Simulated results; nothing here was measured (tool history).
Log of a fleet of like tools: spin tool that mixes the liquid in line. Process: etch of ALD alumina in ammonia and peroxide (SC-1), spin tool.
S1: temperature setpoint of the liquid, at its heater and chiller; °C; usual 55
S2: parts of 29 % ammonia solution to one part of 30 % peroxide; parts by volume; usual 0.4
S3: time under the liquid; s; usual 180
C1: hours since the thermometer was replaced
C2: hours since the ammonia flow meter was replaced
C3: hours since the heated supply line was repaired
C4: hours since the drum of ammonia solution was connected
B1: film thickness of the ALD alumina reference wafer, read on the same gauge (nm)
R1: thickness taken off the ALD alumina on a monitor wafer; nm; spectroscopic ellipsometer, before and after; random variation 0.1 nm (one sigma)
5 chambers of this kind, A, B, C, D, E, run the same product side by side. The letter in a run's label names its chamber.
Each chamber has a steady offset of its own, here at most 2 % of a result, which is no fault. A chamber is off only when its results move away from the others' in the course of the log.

run 1D hour=12.4 | S1=55 S2=0.4 S3=180 | C1=660.7 C2=682.4 C3=253.9 C4=917.4 | B1=110.01 | R1=12.633
run 2B hour=26.1 | S1=55 S2=0.4 S3=180 | C1=1099.3 C2=1654.5 C3=305.2 C4=584.4 | B1=109.99 | R1=12.873
run 3C hour=33.9 | S1=55 S2=0.4 S3=180 | C1=1462.6 C2=456.3 C3=2692.7 C4=158.9 | B1=110 | R1=12.735
run 4E hour=41.8 | S1=55 S2=0.4 S3=180 | C1=409.3 C2=390.1 C3=3906.1 C4=767.1 | B1=109.98 | R1=12.618
run 5A hour=54.3 | S1=55 S2=0.4 S3=180 | C1=1478.6 C2=938.6 C3=1138 C4=800.3 | B1=110.02 | R1=12.756
run 6C hour=64.6 | S1=55 S2=0.4 S3=180 | C1=1493.3 C2=487 C3=2723.4 C4=189.6 | B1=110.03 | R1=12.663
run 7B hour=78.5 | S1=55 S2=0.4 S3=180 | C1=1151.7 C2=1706.9 C3=357.6 C4=636.8 | B1=109.94 | R1=13.037
run 8A hour=89 | S1=55 S2=0.4 S3=180 | C1=1513.3 C2=973.3 C3=1172.7 C4=835 | B1=110 | R1=12.633
-- hour=89.1 chamber D: new drum of ammonia solution connected
-- hour=94.5 chamber A: thermometer replaced
run 9E hour=99.2 | S1=55 S2=0.4 S3=180 | C1=466.7 C2=447.5 C3=3963.5 C4=824.5 | B1=109.94 | R1=12.724
-- hour=99.4 chamber A: new drum of ammonia solution connected
run 10D hour=108.9 | S1=62 S2=0.55 S3=180 | C1=757.2 C2=778.9 C3=350.4 C4=19.9 | B1=109.96 | R1=18.844
run 11E hour=116.6 | S1=62 S2=0.55 S3=180 | C1=484.1 C2=464.9 C3=3980.9 C4=841.9 | B1=110.03 | R1=18.767
-- hour=126.1 chamber B: new drum of ammonia solution connected
run 12B hour=126.9 | S1=62 S2=0.55 S3=180 | C1=1200.1 C2=1755.3 C3=406 C4=0.9 | B1=110.02 | R1=19.071
run 13A hour=133.6 | S1=62 S2=0.55 S3=180 | C1=39.1 C2=1017.9 C3=1217.3 C4=34.3 | B1=110 | R1=19.004
run 14C hour=145.5 | S1=62 S2=0.55 S3=180 | C1=1574.2 C2=567.9 C3=2804.3 C4=270.5 | B1=109.93 | R1=18.764
run 15D hour=152.5 | S1=55 S2=0.3 S3=180 | C1=800.8 C2=822.5 C3=394 C4=63.5 | B1=109.98 | R1=12.276
-- hour=154.7 chamber A: ammonia flow meter replaced
run 16D hour=162.6 | S1=55 S2=0.3 S3=180 | C1=810.9 C2=832.6 C3=404.1 C4=73.6 | B1=109.93 | R1=12.31
-- hour=163.9 chamber D: thermometer replaced
-- hour=172 chamber E: new drum of ammonia solution connected
run 17E hour=172.5 | S1=55 S2=0.3 S3=180 | C1=540 C2=520.8 C3=4036.8 C4=0.5 | B1=109.99 | R1=12.128
run 18C hour=181 | S1=55 S2=0.3 S3=180 | C1=1609.7 C2=603.4 C3=2839.8 C4=306 | B1=110.03 | R1=12.058
run 19B hour=188.9 | S1=55 S2=0.3 S3=180 | C1=1262.1 C2=1817.3 C3=468 C4=62.9 | B1=110.04 | R1=12.576
run 20A hour=197.8 | S1=55 S2=0.4 S3=180 | C1=103.3 C2=43.2 C3=1281.5 C4=98.5 | B1=109.96 | R1=12.667
run 21E hour=207.5 | S1=55 S2=0.4 S3=180 | C1=575 C2=555.8 C3=4071.8 C4=35.5 | B1=110 | R1=12.674
run 22D hour=220.2 | S1=55 S2=0.4 S3=180 | C1=56.4 C2=890.2 C3=461.7 C4=131.2 | B1=109.97 | R1=12.553
-- hour=223.2 chamber E: thermometer replaced
run 23C hour=226.6 | S1=55 S2=0.4 S3=180 | C1=1655.3 C2=649 C3=2885.4 C4=351.6 | B1=109.97 | R1=12.438
-- hour=236.7 chamber E: heated supply line repaired
-- hour=236.9 chamber C: thermometer replaced
run 24A hour=239.3 | S1=55 S2=0.4 S3=180 | C1=144.8 C2=84.7 C3=1323 C4=140 | B1=109.99 | R1=12.737
run 25B hour=250 | S1=55 S2=0.4 S3=180 | C1=1323.2 C2=1878.4 C3=529.1 C4=124 | B1=110.01 | R1=13.112
run 26E hour=259.9 | S1=55 S2=0.4 S3=180 | C1=36.7 C2=608.2 C3=23.2 C4=87.9 | B1=110.03 | R1=12.976
run 27D hour=269.3 | S1=55 S2=0.4 S3=180 | C1=105.5 C2=939.3 C3=510.8 C4=180.3 | B1=110.01 | R1=12.578
run 28C hour=279.8 | S1=55 S2=0.4 S3=180 | C1=42.9 C2=702.2 C3=2938.6 C4=404.8 | B1=110 | R1=12.303
run 29A hour=289.5 | S1=63 S2=0.25 S3=180 | C1=195 C2=134.9 C3=1373.2 C4=190.2 | B1=110 | R1=18.925
run 30B hour=295.8 | S1=63 S2=0.25 S3=180 | C1=1369 C2=1924.2 C3=574.9 C4=169.8 | B1=109.99 | R1=18.604
run 31B hour=305.4 | S1=63 S2=0.25 S3=180 | C1=1378.6 C2=1933.8 C3=584.5 C4=179.4 | B1=110.01 | R1=18.443
run 32C hour=316.7 | S1=63 S2=0.25 S3=180 | C1=79.8 C2=739.1 C3=2975.5 C4=441.7 | B1=110.01 | R1=17.742
run 33A hour=325.3 | S1=63 S2=0.25 S3=180 | C1=230.8 C2=170.7 C3=1409 C4=226 | B1=109.98 | R1=18.712
run 34D hour=339.4 | S1=55 S2=0.4 S3=180 | C1=175.6 C2=1009.4 C3=580.9 C4=250.4 | B1=110.02 | R1=12.644
run 35E hour=353.1 | S1=55 S2=0.4 S3=180 | C1=129.9 C2=701.4 C3=116.4 C4=181.1 | B1=109.95 | R1=12.681
run 36C hour=359.8 | S1=55 S2=0.4 S3=180 | C1=122.9 C2=782.2 C3=3018.6 C4=484.8 | B1=109.97 | R1=12.091

All 5 chambers run these settings next. Forecast each chamber's results:
run 37A hour=370.1 | S1=55 S2=0.4 S3=280 | R1=?
run 37B hour=370.1 | S1=55 S2=0.4 S3=280 | R1=?
run 37C hour=370.1 | S1=55 S2=0.4 S3=280 | R1=?
run 37D hour=370.1 | S1=55 S2=0.4 S3=280 | R1=?
run 37E hour=370.1 | S1=55 S2=0.4 S3=280 | R1=?

run=37A R1=19.571
run=37B R1=19.945
run=37C R1=19.119
run=37D R1=19.367
run=37E R1=19.692
